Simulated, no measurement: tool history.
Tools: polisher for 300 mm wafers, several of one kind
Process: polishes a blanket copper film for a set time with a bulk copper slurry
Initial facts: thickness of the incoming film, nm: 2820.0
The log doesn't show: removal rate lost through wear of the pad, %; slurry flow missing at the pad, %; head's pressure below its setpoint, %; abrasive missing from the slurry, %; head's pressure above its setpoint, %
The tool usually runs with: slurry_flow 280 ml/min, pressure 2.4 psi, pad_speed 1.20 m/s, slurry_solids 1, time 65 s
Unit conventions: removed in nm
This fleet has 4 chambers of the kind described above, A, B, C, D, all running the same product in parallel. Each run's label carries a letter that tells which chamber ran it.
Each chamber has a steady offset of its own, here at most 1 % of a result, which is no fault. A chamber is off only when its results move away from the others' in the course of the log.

| run | day | slurry_flow | pressure | pad_speed | slurry_solids | time | wafers polished on this pad | hours since the slurry nozzle was cleaned | hours since the head pressure was calibrated | hours since the slurry blender was calibrated | removed |
|---|---|---|---|---|---|---|---|---|---|---|---|
|  | 0.150 | chamber B: worn pad replaced by a new one |
| 1B | 0.246 | 280 | 2.4 | 1.20 | 1 | 65 | 30 | 447.7 | 508.0 | 181.2 | 637.63 |
| 2D | 0.500 | 280 | 2.4 | 1.20 | 1 | 65 | 194 | 71.6 | 63.1 | 166.7 | 622.46 |
| 3A | 0.758 | 280 | 2.4 | 1.20 | 1 | 65 | 514 | 94.8 | 243.7 | 165.1 | 640.84 |
|  | 1.079 | chamber C: worn pad replaced by a new one |
| 4C | 1.196 | 280 | 2.4 | 1.20 | 1 | 65 | 37 | 109.1 | 193.6 | 311.2 | 623.08 |
| 5D | 1.612 | 280 | 2.4 | 1.20 | 1 | 65 | 540 | 98.3 | 89.8 | 193.4 | 624.78 |
| 6A | 1.812 | 280 | 2.7 | 0.98 | 1 | 65 | 842 | 120.1 | 269.0 | 190.4 | 575.74 |
|  | 1.908 | chamber C: slurry blender recalibrated |
| 7B | 2.050 | 280 | 2.7 | 0.98 | 1 | 65 | 591 | 491.0 | 551.3 | 224.5 | 582.25 |
|  | 2.392 | chamber B: worn pad replaced by a new one |
| 8C | 2.417 | 280 | 2.7 | 0.98 | 1 | 65 | 417 | 138.4 | 222.9 | 12.3 | 581.08 |
| 9C | 2.704 | 280 | 2.7 | 0.98 | 1 | 65 | 506 | 145.3 | 229.8 | 19.2 | 569.47 |
| 10A | 3.108 | 280 | 2.4 | 1.48 | 1 | 65 | 1245 | 151.2 | 300.1 | 221.5 | 799.78 |
|  | 3.300 | chamber A: worn pad replaced by a new one |
| 11D | 3.462 | 280 | 2.4 | 1.48 | 1 | 65 | 1115 | 142.7 | 134.2 | 237.8 | 780.54 |
|  | 3.471 | chamber C: worn pad replaced by a new one |
| 12B | 3.892 | 280 | 2.4 | 1.48 | 1 | 65 | 466 | 535.2 | 595.5 | 268.7 | 795.21 |
|  | 3.929 | chamber D: worn pad replaced by a new one |
| 13C | 4.175 | 280 | 2.4 | 1.48 | 1 | 65 | 219 | 180.6 | 265.1 | 54.5 | 759.34 |
|  | 4.471 | chamber D: slurry blender recalibrated |
| 14A | 4.492 | 280 | 2.4 | 1.20 | 1 | 65 | 371 | 184.4 | 333.3 | 254.7 | 626.14 |
| 15B | 4.804 | 280 | 2.4 | 1.20 | 1 | 65 | 750 | 557.1 | 617.4 | 290.6 | 623.38 |
|  | 5.067 | chamber B: worn pad replaced by a new one |
| 16D | 5.212 | 280 | 2.4 | 1.20 | 1 | 65 | 399 | 184.7 | 176.2 | 17.8 | 636.49 |
|  | 5.275 | chamber A: slurry nozzle cleaned |
| 17B | 5.479 | 280 | 2.4 | 1.20 | 1 | 65 | 128 | 573.3 | 633.6 | 306.8 | 631.14 |
| 18A | 5.846 | 280 | 2.4 | 1.20 | 1 | 65 | 792 | 13.8 | 365.8 | 287.2 | 633.87 |
|  | 5.938 | chamber C: worn pad replaced by a new one |
| 19D | 6.292 | 280 | 2.4 | 1.20 | 1 | 65 | 735 | 210.6 | 202.1 | 43.7 | 635.42 |
| 20C | 6.742 | 280 | 2.4 | 1.20 | 1 | 65 | 250 | 242.2 | 326.7 | 116.1 | 598.74 |
| 21B | 7.142 | 280 | 2.4 | 1.20 | 1 | 65 | 645 | 613.2 | 673.5 | 346.7 | 619.39 |
|  | 7.342 | chamber D: worn pad replaced by a new one |
|  | 7.571 | chamber A: worn pad replaced by a new one |
| 22C | 7.596 | 280 | 2.4 | 1.20 | 1 | 65 | 516 | 262.7 | 347.2 | 136.6 | 591.61 |
| 23D | 7.825 | 280 | 2.4 | 1.20 | 1 | 65 | 150 | 247.4 | 238.9 | 80.5 | 634.27 |
|  | 7.829 | chamber B: worn pad replaced by a new one |
| 24A | 8.221 | 280 | 2.4 | 1.20 | 1 | 65 | 202 | 70.8 | 422.8 | 344.2 | 622.52 |
|  | 8.508 | chamber C: worn pad replaced by a new one |
| 25C | 8.612 | 280 | 2.4 | 1.20 | 1 | 65 | 32 | 287.1 | 371.6 | 161.0 | 575.33 |
| 26B | 9.046 | 280 | 2.4 | 1.20 | 1 | 82 | 379 | 658.9 | 719.2 | 392.4 | 797.19 |
| 27A | 9.358 | 280 | 2.4 | 1.20 | 1 | 82 | 556 | 98.1 | 450.1 | 371.5 | 782.96 |
|  | 9.458 | chamber A: slurry blender recalibrated |
|  | 9.579 | chamber B: slurry nozzle cleaned |
| 28D | 9.604 | 280 | 2.4 | 1.20 | 1 | 82 | 703 | 290.1 | 281.6 | 123.2 | 813.63 |
| 29D | 9.821 | 280 | 2.4 | 1.20 | 1 | 82 | 771 | 295.3 | 286.8 | 128.4 | 789.91 |
|  | 10.183 | chamber B: worn pad replaced by a new one |
| 30B | 10.221 | 280 | 2.4 | 1.20 | 1 | 65 | 12 | 15.4 | 747.4 | 420.6 | 637.10 |
| 31A | 10.471 | 280 | 2.4 | 1.20 | 1 | 65 | 902 | 124.8 | 476.8 | 24.3 | 620.01 |
| 32C | 10.900 | 280 | 2.4 | 1.20 | 1 | 65 | 744 | 342.0 | 426.5 | 215.9 | 572.05 |

Next, every chamber runs the same settings. What will each give?
| 33A | 11.225 | 280 | 2.4 | 1.20 | 1 | 65 |  |  |  |  | ? |
| 33B | 11.225 | 280 | 2.4 | 1.20 | 1 | 65 |  |  |  |  | ? |
| 33C | 11.225 | 280 | 2.4 | 1.20 | 1 | 65 |  |  |  |  | ? |
| 33D | 11.225 | 280 | 2.4 | 1.20 | 1 | 65 |  |  |  |  | ? |

| run | removed |
|---|---|
| 33A | 643.44 |
| 33B | 646.00 |
| 33C | 569.80 |
| 33D | 615.18 |
